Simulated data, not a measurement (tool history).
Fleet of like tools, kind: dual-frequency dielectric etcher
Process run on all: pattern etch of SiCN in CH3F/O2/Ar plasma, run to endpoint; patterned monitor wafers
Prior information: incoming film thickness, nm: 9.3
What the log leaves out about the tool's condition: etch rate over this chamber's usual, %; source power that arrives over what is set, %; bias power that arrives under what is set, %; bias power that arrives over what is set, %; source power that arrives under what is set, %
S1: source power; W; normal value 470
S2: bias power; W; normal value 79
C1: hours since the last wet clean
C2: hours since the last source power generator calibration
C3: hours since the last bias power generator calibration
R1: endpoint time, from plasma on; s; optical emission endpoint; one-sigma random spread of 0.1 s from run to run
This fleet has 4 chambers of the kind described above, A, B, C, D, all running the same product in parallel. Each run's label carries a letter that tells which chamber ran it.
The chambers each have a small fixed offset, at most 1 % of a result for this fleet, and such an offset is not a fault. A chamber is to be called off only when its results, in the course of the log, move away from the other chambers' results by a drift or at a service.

{"run": "1B", "hour": 8.0, "S1": 470, "S2": 79, "C1": 233.9, "C2": 416.3, "C3": 1506.2, "R1": 22.653}
{"run": "2A", "hour": 18.0, "S1": 470, "S2": 79, "C1": 430.7, "C2": 2273.9, "C3": 762.2, "R1": 22.795}
{"run": "3D", "hour": 28.0, "S1": 470, "S2": 79, "C1": 361.6, "C2": 682.6, "C3": 624.9, "R1": 22.591}
{"hour": 35.2, "done": "chamber C: wet clean of the chamber"}
{"run": "4C", "hour": 41.3, "S1": 470, "S2": 79, "C1": 6.1, "C2": 1049.4, "C3": 2228.6, "R1": 22.399}
{"run": "5D", "hour": 55.0, "S1": 540, "S2": 72, "C1": 388.6, "C2": 709.6, "C3": 651.9, "R1": 22.175}
{"run": "6C", "hour": 62.3, "S1": 540, "S2": 72, "C1": 27.1, "C2": 1070.4, "C3": 2249.6, "R1": 22.075}
{"run": "7B", "hour": 72.7, "S1": 540, "S2": 72, "C1": 298.6, "C2": 481, "C3": 1570.9, "R1": 22.187}
{"run": "8A", "hour": 87.3, "S1": 540, "S2": 72, "C1": 500, "C2": 2343.2, "C3": 831.5, "R1": 22.297}
{"run": "9C", "hour": 101.8, "S1": 470, "S2": 79, "C1": 66.6, "C2": 1109.9, "C3": 2289.1, "R1": 22.397}
{"run": "10D", "hour": 116.2, "S1": 470, "S2": 79, "C1": 449.8, "C2": 770.8, "C3": 713.1, "R1": 22.372}
{"run": "11B", "hour": 127.2, "S1": 470, "S2": 79, "C1": 353.1, "C2": 535.5, "C3": 1625.4, "R1": 22.656}
{"run": "12A", "hour": 135.1, "S1": 470, "S2": 79, "C1": 547.8, "C2": 2391, "C3": 879.3, "R1": 22.705}
{"run": "13D", "hour": 146.4, "S1": 470, "S2": 79, "C1": 480, "C2": 801, "C3": 743.3, "R1": 22.462}
{"run": "14A", "hour": 159.4, "S1": 470, "S2": 79, "C1": 572.1, "C2": 2415.3, "C3": 903.6, "R1": 22.696}
{"run": "15B", "hour": 167.2, "S1": 360, "S2": 79, "C1": 393.1, "C2": 575.5, "C3": 1665.4, "R1": 25.043}
{"run": "16C", "hour": 181.2, "S1": 360, "S2": 79, "C1": 146, "C2": 1189.3, "C3": 2368.5, "R1": 24.763}
{"run": "17D", "hour": 196.9, "S1": 360, "S2": 79, "C1": 530.5, "C2": 851.5, "C3": 793.8, "R1": 24.942}
{"run": "18A", "hour": 211.0, "S1": 360, "S2": 79, "C1": 623.7, "C2": 2466.9, "C3": 955.2, "R1": 25.074}
{"hour": 219.0, "done": "chamber D: wet clean of the chamber"}
{"run": "19B", "hour": 219.9, "S1": 470, "S2": 79, "C1": 445.8, "C2": 628.2, "C3": 1718.1, "R1": 22.652}
{"run": "20C", "hour": 234.0, "S1": 470, "S2": 79, "C1": 198.8, "C2": 1242.1, "C3": 2421.3, "R1": 22.328}
{"hour": 236.6, "done": "chamber A: wet clean of the chamber"}
{"run": "21D", "hour": 247.7, "S1": 470, "S2": 79, "C1": 28.8, "C2": 902.3, "C3": 844.6, "R1": 22.624}
{"run": "22C", "hour": 257.0, "S1": 470, "S2": 70, "C1": 221.8, "C2": 1265.1, "C3": 2444.3, "R1": 23.397}
{"run": "23B", "hour": 271.6, "S1": 470, "S2": 70, "C1": 497.5, "C2": 679.9, "C3": 1769.8, "R1": 23.549}
{"run": "24A", "hour": 282.8, "S1": 470, "S2": 70, "C1": 46.2, "C2": 2538.7, "C3": 1027, "R1": 22.721}
{"hour": 284.8, "done": "chamber B: wet clean of the chamber"}
{"run": "25D", "hour": 290.2, "S1": 470, "S2": 70, "C1": 71.3, "C2": 944.8, "C3": 887.1, "R1": 23.503}
{"run": "26B", "hour": 302.0, "S1": 470, "S2": 79, "C1": 17.2, "C2": 710.3, "C3": 1800.2, "R1": 22.538}
{"run": "27A", "hour": 316.4, "S1": 470, "S2": 79, "C1": 79.8, "C2": 2572.3, "C3": 1060.6, "R1": 21.689}
{"run": "28C", "hour": 326.7, "S1": 470, "S2": 79, "C1": 291.5, "C2": 1334.8, "C3": 2514, "R1": 22.472}
{"run": "29A", "hour": 334.8, "S1": 470, "S2": 79, "C1": 98.2, "C2": 2590.7, "C3": 1079, "R1": 21.48}
{"run": "30D", "hour": 346.0, "S1": 470, "S2": 79, "C1": 127.1, "C2": 1000.6, "C3": 942.9, "R1": 22.689}
{"run": "31B", "hour": 361.3, "S1": 470, "S2": 79, "C1": 76.5, "C2": 769.6, "C3": 1859.5, "R1": 22.555}
{"run": "32C", "hour": 368.4, "S1": 470, "S2": 79, "C1": 333.2, "C2": 1376.5, "C3": 2555.7, "R1": 22.424}
{"run": "33D", "hour": 382.3, "S1": 510, "S2": 85, "C1": 163.4, "C2": 1036.9, "C3": 979.2, "R1": 21.206}
{"run": "34C", "hour": 390.6, "S1": 510, "S2": 85, "C1": 355.4, "C2": 1398.7, "C3": 2577.9, "R1": 21.225}
{"run": "35B", "hour": 400.1, "S1": 510, "S2": 85, "C1": 115.3, "C2": 808.4, "C3": 1898.3, "R1": 21.349}
{"run": "36A", "hour": 411.9, "S1": 510, "S2": 85, "C1": 175.3, "C2": 2667.8, "C3": 1156.1, "R1": 20.596}
{"run": "37C", "hour": 427.4, "S1": 470, "S2": 79, "C1": 392.2, "C2": 1435.5, "C3": 2614.7, "R1": 22.298}
{"run": "38D", "hour": 436.1, "S1": 470, "S2": 79, "C1": 217.2, "C2": 1090.7, "C3": 1033, "R1": 22.612}
{"run": "39B", "hour": 447.6, "S1": 470, "S2": 79, "C1": 162.8, "C2": 855.9, "C3": 1945.8, "R1": 22.646}
{"run": "40A", "hour": 459.5, "S1": 470, "S2": 71, "C1": 222.9, "C2": 2715.4, "C3": 1203.7, "R1": 22.435}
{"run": "41C", "hour": 469.3, "S1": 470, "S2": 71, "C1": 434.1, "C2": 1477.4, "C3": 2656.6, "R1": 23.385}
{"run": "42D", "hour": 481.3, "S1": 470, "S2": 71, "C1": 262.4, "C2": 1135.9, "C3": 1078.2, "R1": 23.218}
{"run": "43A", "hour": 490.6, "S1": 470, "S2": 71, "C1": 254, "C2": 2746.5, "C3": 1234.8, "R1": 22.695}

Each of the 4 chambers runs these same settings next. Fill in every chamber's results:
{"run": "44A", "hour": 501.9, "S1": 470, "S2": 65, "R1": "?"}
{"run": "44B", "hour": 501.9, "S1": 470, "S2": 65, "R1": "?"}
{"run": "44C", "hour": 501.9, "S1": 470, "S2": 65, "R1": "?"}
{"run": "44D", "hour": 501.9, "S1": 470, "S2": 65, "R1": "?"}

run=44A R1=23.271
run=44B R1=24.076
run=44C R1=23.968
run=44D R1=24.157
